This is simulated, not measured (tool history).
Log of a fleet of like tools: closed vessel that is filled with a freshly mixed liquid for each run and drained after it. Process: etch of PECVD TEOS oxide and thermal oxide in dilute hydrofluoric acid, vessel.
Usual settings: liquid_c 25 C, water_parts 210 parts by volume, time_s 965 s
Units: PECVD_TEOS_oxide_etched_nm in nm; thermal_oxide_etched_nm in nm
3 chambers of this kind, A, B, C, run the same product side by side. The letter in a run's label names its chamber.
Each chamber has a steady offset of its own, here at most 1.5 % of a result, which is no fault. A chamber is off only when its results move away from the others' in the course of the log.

run	hour	liquid_c	water_parts	time_s	hours since the thermometer was replaced	hours since the hydrofluoric acid flow meter was replaced	read-back film thickness of the PECVD TEOS oxide reference wafer, read on the same gauge (nm)	read-back film thickness of the thermal oxide reference wafer, read on the same gauge (nm)	PECVD_TEOS_oxide_etched_nm	thermal_oxide_etched_nm
1A	8	25	210	965	876	104.6	99.992	89.984	40.416	19.203
2C	12.9	25	210	965	267.1	1443.4	100.03	90.01	40.551	19.396
3B	18.4	25	210	965	593.3	1234.3	100.01	90.015	41.017	19.067
4B	24.2	25	210	965	599.1	1240.1	99.978	89.994	40.913	19.501
5A	30.2	25	210	965	898.2	126.8	99.975	89.981	41.161	19.141
6C	37.2	22	300	965	291.4	1467.7	99.975	89.968	23.448	11.078
7C	47	22	300	965	301.2	1477.5	99.984	89.996	23.579	11.171
8A	54.9	22	300	965	922.9	151.5	100.01	90.009	23.68	11.093
9B	63.6	25	210	965	638.5	1279.5	99.993	89.994	41.245	19.245
10C	70.6	25	210	495	324.8	1501.1	99.978	90.003	20.716	10.048
11B	78.9	25	210	495	653.8	1294.8	99.998	90.001	20.97	10
12A	86.9	25	210	495	954.9	183.5	99.977	89.964	21.206	9.9559
13C	94.2	25	210	965	348.4	1524.7	99.983	90.004	40.807	19.349
14B	101.3	25	210	965	676.2	1317.2	99.991	90.001	41.587	19.561
15A	108.3	25	155	680	976.3	204.9	100	89.965	41.835	19.414
# hour 111.6: chamber A: thermometer replaced
16B	113.1	25	155	680	688	1329	99.993	90.02	41.64	19.437
17C	121.6	25	155	680	375.8	1552.1	99.995	89.998	41.44	19.816
18A	125.9	25	210	965	14.4	222.5	100.02	90.046	41.476	19.354
19C	133.1	25	210	965	387.3	1563.6	99.99	89.985	40.358	19.403
20A	140.3	25	210	965	28.8	236.9	100.02	90.016	41.144	19.221
21B	146.8	25	210	965	721.7	1362.7	100	89.994	40.997	19.24
22B	153.2	25	255	965	728.1	1369.1	99.976	89.998	32.386	15.396
23C	158.4	25	255	965	412.6	1588.9	100.01	89.992	31.864	15.434
24A	163.7	25	255	965	52.2	260.3	100.01	90.008	32.544	15.08
25A	170	25	210	965	58.5	266.6	100.01	89.987	41.401	19.15
26C	176.5	25	210	965	430.7	1607	100.02	90.031	40.793	19.406
27B	183.4	25	210	965	758.3	1399.3	99.98	89.976	41.289	19.171
28B	191.8	25	210	965	766.7	1407.7	99.994	89.994	41.08	19.515
29A	200.8	25	275	450	89.3	297.4	99.963	90.013	13.848	6.4799
30C	206.4	25	275	450	460.6	1636.9	100	89.955	13.416	6.441
31B	212.6	25	275	450	787.5	1428.5	100.01	89.99	13.94	6.4451
32A	219.8	25	210	965	108.3	316.4	99.946	89.997	41.616	19.259
33C	224.3	25	210	965	478.5	1654.8	100.03	90.006	40.598	19.36
34B	229.7	25	210	965	804.6	1445.6	100.02	90.003	41.094	19.147
35C	235.2	25	210	965	489.4	1665.7	99.98	90.011	40.81	19.53
36A	241	25	210	965	129.5	337.6	100.02	90.001	41.24	19.384
37A	246.3	25	210	965	134.8	342.9	99.946	90.033	41.224	19.455

Is one chamber off against the others, does the gauge drift, or is nothing wrong? If a chamber is off, say which, and what the likeliest cause is.

No chamber stands off beyond its own small offset, and the gauge holds steady.

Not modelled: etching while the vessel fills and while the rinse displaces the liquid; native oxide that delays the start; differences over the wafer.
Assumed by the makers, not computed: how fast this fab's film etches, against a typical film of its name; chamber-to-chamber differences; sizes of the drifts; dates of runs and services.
